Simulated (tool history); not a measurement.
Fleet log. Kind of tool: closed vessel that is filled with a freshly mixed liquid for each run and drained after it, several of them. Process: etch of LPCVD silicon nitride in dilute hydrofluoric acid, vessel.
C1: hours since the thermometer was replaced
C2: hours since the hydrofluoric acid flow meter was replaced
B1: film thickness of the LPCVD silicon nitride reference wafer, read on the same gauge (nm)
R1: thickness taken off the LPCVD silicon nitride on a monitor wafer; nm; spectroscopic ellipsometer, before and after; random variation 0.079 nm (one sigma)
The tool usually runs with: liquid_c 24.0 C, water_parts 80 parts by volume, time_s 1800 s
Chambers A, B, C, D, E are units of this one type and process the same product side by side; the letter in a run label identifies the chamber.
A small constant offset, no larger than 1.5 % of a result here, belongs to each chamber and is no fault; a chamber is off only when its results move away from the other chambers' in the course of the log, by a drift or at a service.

run 1E hour=9.5 | liquid_c=24.0 water_parts=80 time_s=1800 | C1=182.8 C2=717.3 | B1=109.98 | R1=12.3090
run 2A hour=19.2 | liquid_c=24.0 water_parts=80 time_s=1800 | C1=1404.7 C2=573.4 | B1=109.98 | R1=12.0130
run 3C hour=29.7 | liquid_c=24.0 water_parts=80 time_s=1800 | C1=673.6 C2=345.9 | B1=109.97 | R1=12.2850
run 4B hour=40.4 | liquid_c=24.0 water_parts=80 time_s=1800 | C1=1080.1 C2=532.9 | B1=109.99 | R1=12.2770
run 5D hour=52.1 | liquid_c=24.0 water_parts=80 time_s=1800 | C1=1546.3 C2=424.7 | B1=110.01 | R1=12.2580
run 6B hour=63.6 | liquid_c=24.0 water_parts=80 time_s=1800 | C1=1103.3 C2=556.1 | B1=110.02 | R1=12.4480
run 7C hour=73.6 | liquid_c=28.5 water_parts=50 time_s=1800 | C1=717.5 C2=389.8 | B1=110.00 | R1=26.3120
run 8E hour=85.7 | liquid_c=28.5 water_parts=50 time_s=1800 | C1=259.0 C2=793.5 | B1=110.01 | R1=26.1000
run 9D hour=98.7 | liquid_c=28.5 water_parts=50 time_s=1800 | C1=1592.9 C2=471.3 | B1=110.01 | R1=25.9670
run 10A hour=106.7 | liquid_c=28.5 water_parts=50 time_s=1800 | C1=1492.2 C2=660.9 | B1=109.99 | R1=26.4860
run 11A hour=118.9 | liquid_c=28.5 water_parts=50 time_s=1800 | C1=1504.4 C2=673.1 | B1=110.00 | R1=26.2750
run 12B hour=131.7 | liquid_c=24.0 water_parts=80 time_s=1800 | C1=1171.4 C2=624.2 | B1=109.99 | R1=12.0890
run 13C hour=137.8 | liquid_c=24.0 water_parts=80 time_s=1800 | C1=781.7 C2=454.0 | B1=110.01 | R1=12.3530
run 14E hour=147.8 | liquid_c=21.0 water_parts=110 time_s=1800 | C1=321.1 C2=855.6 | B1=110.00 | R1=7.3546
run 15D hour=154.1 | liquid_c=21.0 water_parts=110 time_s=1800 | C1=1648.3 C2=526.7 | B1=110.00 | R1=7.3331
run 16A hour=160.4 | liquid_c=21.0 water_parts=110 time_s=1800 | C1=1545.9 C2=714.6 | B1=109.99 | R1=7.2212
run 17B hour=167.3 | liquid_c=21.0 water_parts=110 time_s=1800 | C1=1207.0 C2=659.8 | B1=109.99 | R1=7.2881
run 18E hour=179.3 | liquid_c=21.0 water_parts=110 time_s=1800 | C1=352.6 C2=887.1 | B1=110.02 | R1=7.3498
run 19D hour=192.0 | liquid_c=27.0 water_parts=65 time_s=1800 | C1=1686.2 C2=564.6 | B1=110.00 | R1=18.2880
run 20C hour=198.4 | liquid_c=27.0 water_parts=65 time_s=1800 | C1=842.3 C2=514.6 | B1=110.02 | R1=18.3720
run 21D hour=206.9 | liquid_c=27.0 water_parts=65 time_s=1800 | C1=1701.1 C2=579.5 | B1=109.98 | R1=18.3340
run 22B hour=215.2 | liquid_c=27.0 water_parts=65 time_s=1800 | C1=1254.9 C2=707.7 | B1=110.02 | R1=18.4900
run 23A hour=228.4 | liquid_c=27.0 water_parts=65 time_s=1800 | C1=1613.9 C2=782.6 | B1=110.00 | R1=17.6920
run 24E hour=235.7 | liquid_c=24.0 water_parts=80 time_s=1800 | C1=409.0 C2=943.5 | B1=110.00 | R1=12.3260
run 25C hour=242.9 | liquid_c=28.0 water_parts=80 time_s=1800 | C1=886.8 C2=559.1 | B1=110.01 | R1=16.2170
run 26E hour=251.0 | liquid_c=28.0 water_parts=80 time_s=1800 | C1=424.3 C2=958.8 | B1=110.00 | R1=15.9280
run 27B hour=258.8 | liquid_c=28.0 water_parts=80 time_s=1800 | C1=1298.5 C2=751.3 | B1=109.98 | R1=16.0970
run 28D hour=265.8 | liquid_c=28.0 water_parts=80 time_s=1800 | C1=1760.0 C2=638.4 | B1=109.99 | R1=15.7520
run 29A hour=275.8 | liquid_c=28.0 water_parts=80 time_s=1800 | C1=1661.3 C2=830.0 | B1=109.99 | R1=14.9440
run 30C hour=285.0 | liquid_c=24.0 water_parts=80 time_s=1800 | C1=928.9 C2=601.2 | B1=109.98 | R1=12.3470
run 31C hour=292.5 | liquid_c=24.0 water_parts=80 time_s=1800 | C1=936.4 C2=608.7 | B1=110.02 | R1=12.2400
run 32E hour=300.1 | liquid_c=24.0 water_parts=80 time_s=1800 | C1=473.4 C2=1007.9 | B1=109.99 | R1=12.3630
-- hour=306.8 chamber D: thermometer replaced
run 33D hour=307.6 | liquid_c=24.0 water_parts=80 time_s=1800 | C1=0.8 C2=680.2 | B1=109.97 | R1=12.2130
run 34B hour=316.6 | liquid_c=24.0 water_parts=80 time_s=1800 | C1=1356.3 C2=809.1 | B1=110.00 | R1=12.2640
run 35A hour=325.1 | liquid_c=24.0 water_parts=55 time_s=2760 | C1=1710.6 C2=879.3 | B1=110.02 | R1=25.2220
run 36B hour=330.9 | liquid_c=24.0 water_parts=55 time_s=2760 | C1=1370.6 C2=823.4 | B1=110.02 | R1=27.7130
run 37D hour=337.8 | liquid_c=24.0 water_parts=55 time_s=2760 | C1=31.0 C2=710.4 | B1=109.99 | R1=27.0660

All 5 chambers run these settings next. Forecast each chamber's results:
run 38A hour=347.3 | liquid_c=24.0 water_parts=80 time_s=1800 | R1=?
run 38B hour=347.3 | liquid_c=24.0 water_parts=80 time_s=1800 | R1=?
run 38C hour=347.3 | liquid_c=24.0 water_parts=80 time_s=1800 | R1=?
run 38D hour=347.3 | liquid_c=24.0 water_parts=80 time_s=1800 | R1=?
run 38E hour=347.3 | liquid_c=24.0 water_parts=80 time_s=1800 | R1=?

run=38A R1=11.2490
run=38B R1=12.4450
run=38C R1=12.1530
run=38D R1=12.2490
run=38E R1=12.2630

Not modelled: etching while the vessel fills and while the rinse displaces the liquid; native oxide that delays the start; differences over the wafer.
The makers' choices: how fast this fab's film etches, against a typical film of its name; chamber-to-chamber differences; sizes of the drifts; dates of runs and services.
